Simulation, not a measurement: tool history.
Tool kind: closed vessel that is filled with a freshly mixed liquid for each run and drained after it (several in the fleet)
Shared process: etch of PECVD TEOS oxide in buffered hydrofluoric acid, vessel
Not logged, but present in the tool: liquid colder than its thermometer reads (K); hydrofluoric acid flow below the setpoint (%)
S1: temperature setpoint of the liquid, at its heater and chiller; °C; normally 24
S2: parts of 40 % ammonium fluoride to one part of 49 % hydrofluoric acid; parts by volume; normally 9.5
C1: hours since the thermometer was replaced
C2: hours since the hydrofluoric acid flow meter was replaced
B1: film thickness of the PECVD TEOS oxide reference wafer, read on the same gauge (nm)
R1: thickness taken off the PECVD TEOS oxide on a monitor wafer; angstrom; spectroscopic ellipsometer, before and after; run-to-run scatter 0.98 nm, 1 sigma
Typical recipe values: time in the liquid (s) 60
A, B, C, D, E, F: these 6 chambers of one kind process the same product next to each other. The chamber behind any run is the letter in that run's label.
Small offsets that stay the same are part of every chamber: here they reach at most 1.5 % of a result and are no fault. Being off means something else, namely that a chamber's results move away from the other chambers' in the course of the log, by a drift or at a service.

run 1A hour=4.4 | S1=24 S2=9.5 time_in_the_liquid_(s)=60 | C1=1189.6 C2=458 | B1=149.94 | R1=1367.1
run 2C hour=9.2 | S1=24 S2=9.5 time_in_the_liquid_(s)=60 | C1=1425.2 C2=1035.9 | B1=149.95 | R1=1360.6
run 3D hour=16.3 | S1=24 S2=9.5 time_in_the_liquid_(s)=60 | C1=417.9 C2=713.3 | B1=150.03 | R1=1375.2
run 4E hour=21.2 | S1=24 S2=9.5 time_in_the_liquid_(s)=60 | C1=1605.8 C2=113.7 | B1=149.98 | R1=1356.6
run 5B hour=28.6 | S1=24 S2=9.5 time_in_the_liquid_(s)=60 | C1=2525.4 C2=1084 | B1=149.97 | R1=1370.5
run 6F hour=35.9 | S1=24 S2=9.5 time_in_the_liquid_(s)=60 | C1=2388.2 C2=912.1 | B1=150.01 | R1=1367.2
run 7C hour=43.6 | S1=24 S2=9.5 time_in_the_liquid_(s)=60 | C1=1459.6 C2=1070.3 | B1=150.01 | R1=1368.2
run 8B hour=50.9 | S1=24 S2=9.5 time_in_the_liquid_(s)=60 | C1=2547.7 C2=1106.3 | B1=150.01 | R1=1345.8
run 9F hour=58.4 | S1=24 S2=9.5 time_in_the_liquid_(s)=60 | C1=2410.7 C2=934.6 | B1=150 | R1=1359.8
run 10D hour=65.3 | S1=24 S2=9.5 time_in_the_liquid_(s)=60 | C1=466.9 C2=762.3 | B1=150.02 | R1=1364.4
run 11E hour=70.1 | S1=24 S2=9.5 time_in_the_liquid_(s)=60 | C1=1654.7 C2=162.6 | B1=149.97 | R1=1358.1
run 12A hour=75.1 | S1=24 S2=9.5 time_in_the_liquid_(s)=40 | C1=1260.3 C2=528.7 | B1=150.03 | R1=904.65
run 13B hour=81.4 | S1=24 S2=9.5 time_in_the_liquid_(s)=40 | C1=2578.2 C2=1136.8 | B1=149.96 | R1=906.91
run 14F hour=88.7 | S1=24 S2=9.5 time_in_the_liquid_(s)=40 | C1=2441 C2=964.9 | B1=150 | R1=899.82
run 15E hour=95.2 | S1=24 S2=9.5 time_in_the_liquid_(s)=40 | C1=1679.8 C2=187.7 | B1=149.99 | R1=902.88
run 16C hour=100.6 | S1=24 S2=9.5 time_in_the_liquid_(s)=40 | C1=1516.6 C2=1127.3 | B1=149.98 | R1=909.48
run 17A hour=108 | S1=24 S2=9.5 time_in_the_liquid_(s)=40 | C1=1293.2 C2=561.6 | B1=149.94 | R1=891.78
run 18D hour=113.7 | S1=21 S2=9.5 time_in_the_liquid_(s)=85 | C1=515.3 C2=810.7 | B1=150.02 | R1=1644.4
run 19B hour=120.2 | S1=21 S2=9.5 time_in_the_liquid_(s)=85 | C1=2617 C2=1175.6 | B1=150.03 | R1=1618.8
run 20C hour=126.5 | S1=21 S2=9.5 time_in_the_liquid_(s)=85 | C1=1542.5 C2=1153.2 | B1=150 | R1=1637.7
run 21A hour=131.1 | S1=21 S2=9.5 time_in_the_liquid_(s)=85 | C1=1316.3 C2=584.7 | B1=150 | R1=1619.2
run 22E hour=138 | S1=21 S2=9.5 time_in_the_liquid_(s)=85 | C1=1722.6 C2=230.5 | B1=150 | R1=1636.7
run 23F hour=144.2 | S1=21 S2=9.5 time_in_the_liquid_(s)=85 | C1=2496.5 C2=1020.4 | B1=149.98 | R1=1629.4
run 24D hour=150 | S1=24 S2=9.5 time_in_the_liquid_(s)=60 | C1=551.6 C2=847 | B1=150.03 | R1=1372.1
run 25A hour=156.9 | S1=24 S2=9.5 time_in_the_liquid_(s)=60 | C1=1342.1 C2=610.5 | B1=150.01 | R1=1325.7
run 26B hour=162.2 | S1=24 S2=9.5 time_in_the_liquid_(s)=60 | C1=2659 C2=1217.6 | B1=149.98 | R1=1337.2
-- hour=165.5 chamber C: hydrofluoric acid flow meter replaced
run 27D hour=167.2 | S1=24 S2=9.5 time_in_the_liquid_(s)=60 | C1=568.8 C2=864.2 | B1=150 | R1=1344.9
run 28F hour=172.1 | S1=24 S2=9.5 time_in_the_liquid_(s)=60 | C1=2524.4 C2=1048.3 | B1=149.98 | R1=1359.1
run 29C hour=178.4 | S1=24 S2=9.5 time_in_the_liquid_(s)=60 | C1=1594.4 C2=13 | B1=149.98 | R1=1357.2
run 30E hour=181.9 | S1=24 S2=9.5 time_in_the_liquid_(s)=60 | C1=1766.5 C2=274.4 | B1=150.02 | R1=1353.2
run 31B hour=189.3 | S1=24 S2=9.5 time_in_the_liquid_(s)=60 | C1=2686.1 C2=1244.7 | B1=150.03 | R1=1346.3
-- hour=192.1 chamber B: thermometer replaced
run 32C hour=192.7 | S1=24 S2=9.5 time_in_the_liquid_(s)=60 | C1=1608.7 C2=27.3 | B1=149.96 | R1=1366.3
run 33E hour=197.7 | S1=24 S2=9.5 time_in_the_liquid_(s)=60 | C1=1782.3 C2=290.2 | B1=150 | R1=1341.7
run 34D hour=203 | S1=24 S2=6 time_in_the_liquid_(s)=80 | C1=604.6 C2=900 | B1=150.01 | R1=2824.8
run 35A hour=208.2 | S1=24 S2=6 time_in_the_liquid_(s)=80 | C1=1393.4 C2=661.8 | B1=150.01 | R1=2698.7
run 36F hour=214.5 | S1=24 S2=6 time_in_the_liquid_(s)=80 | C1=2566.8 C2=1090.7 | B1=149.96 | R1=2824.4
run 37F hour=222 | S1=24 S2=6 time_in_the_liquid_(s)=80 | C1=2574.3 C2=1098.2 | B1=150.01 | R1=2819.3
run 38A hour=227.4 | S1=24 S2=6 time_in_the_liquid_(s)=80 | C1=1412.6 C2=681 | B1=150.02 | R1=2702.5
run 39B hour=233.7 | S1=24 S2=6 time_in_the_liquid_(s)=80 | C1=41.7 C2=1289.1 | B1=150.04 | R1=2747.6
run 40E hour=239.1 | S1=24 S2=9.5 time_in_the_liquid_(s)=60 | C1=1823.7 C2=331.6 | B1=149.96 | R1=1363.5
run 41D hour=246.9 | S1=20.5 S2=9.5 time_in_the_liquid_(s)=60 | C1=648.5 C2=943.9 | B1=150 | R1=1127
run 42C hour=252.7 | S1=20.5 S2=9.5 time_in_the_liquid_(s)=60 | C1=1668.7 C2=87.3 | B1=149.94 | R1=1118.7

Does one chamber stand apart from the rest, does the shared gauge drift, or is all well apart from small per-chamber offsets? Give the chamber and the most likely cause, where there is one.

One chamber, A, drifts off from the rest bit by bit.
Most likely cause: liquid colder than its thermometer reads (K) = 1.3.
The log might look much the same if the cause were instead: hydrofluoric acid flow below the setpoint (%).

Below are 4 candidate recipes for chamber A's next run, each the usual settings with a change, their results shown as question marks. Which of them brings A's results back in line with what the other chambers give on the usual settings?
In-line tolerance around the mean of the other chambers on the usual settings: R1 34 angstrom
run 43A-1 hour=258.2 | S1=22 S2=9.5 time_in_the_liquid_(s)=60 | R1=?
run 43A-2 hour=258.2 | S1=24.5 S2=9 time_in_the_liquid_(s)=60 | R1=?
run 43A-3 hour=258.2 | S1=23 S2=9.5 time_in_the_liquid_(s)=60 | R1=?
run 43A-4 hour=258.2 | S1=24.5 S2=9.5 time_in_the_liquid_(s)=65 | R1=?

The mean the other chambers reach with the usual settings: R1 1358 angstrom
run=43A-1 R1=1153.5
run=43A-2 R1=1367.5
run=43A-3 R1=1218
run=43A-4 R1=1431.6
The right change is 43A-2: it brings the chamber back within the allowed miss of the others.
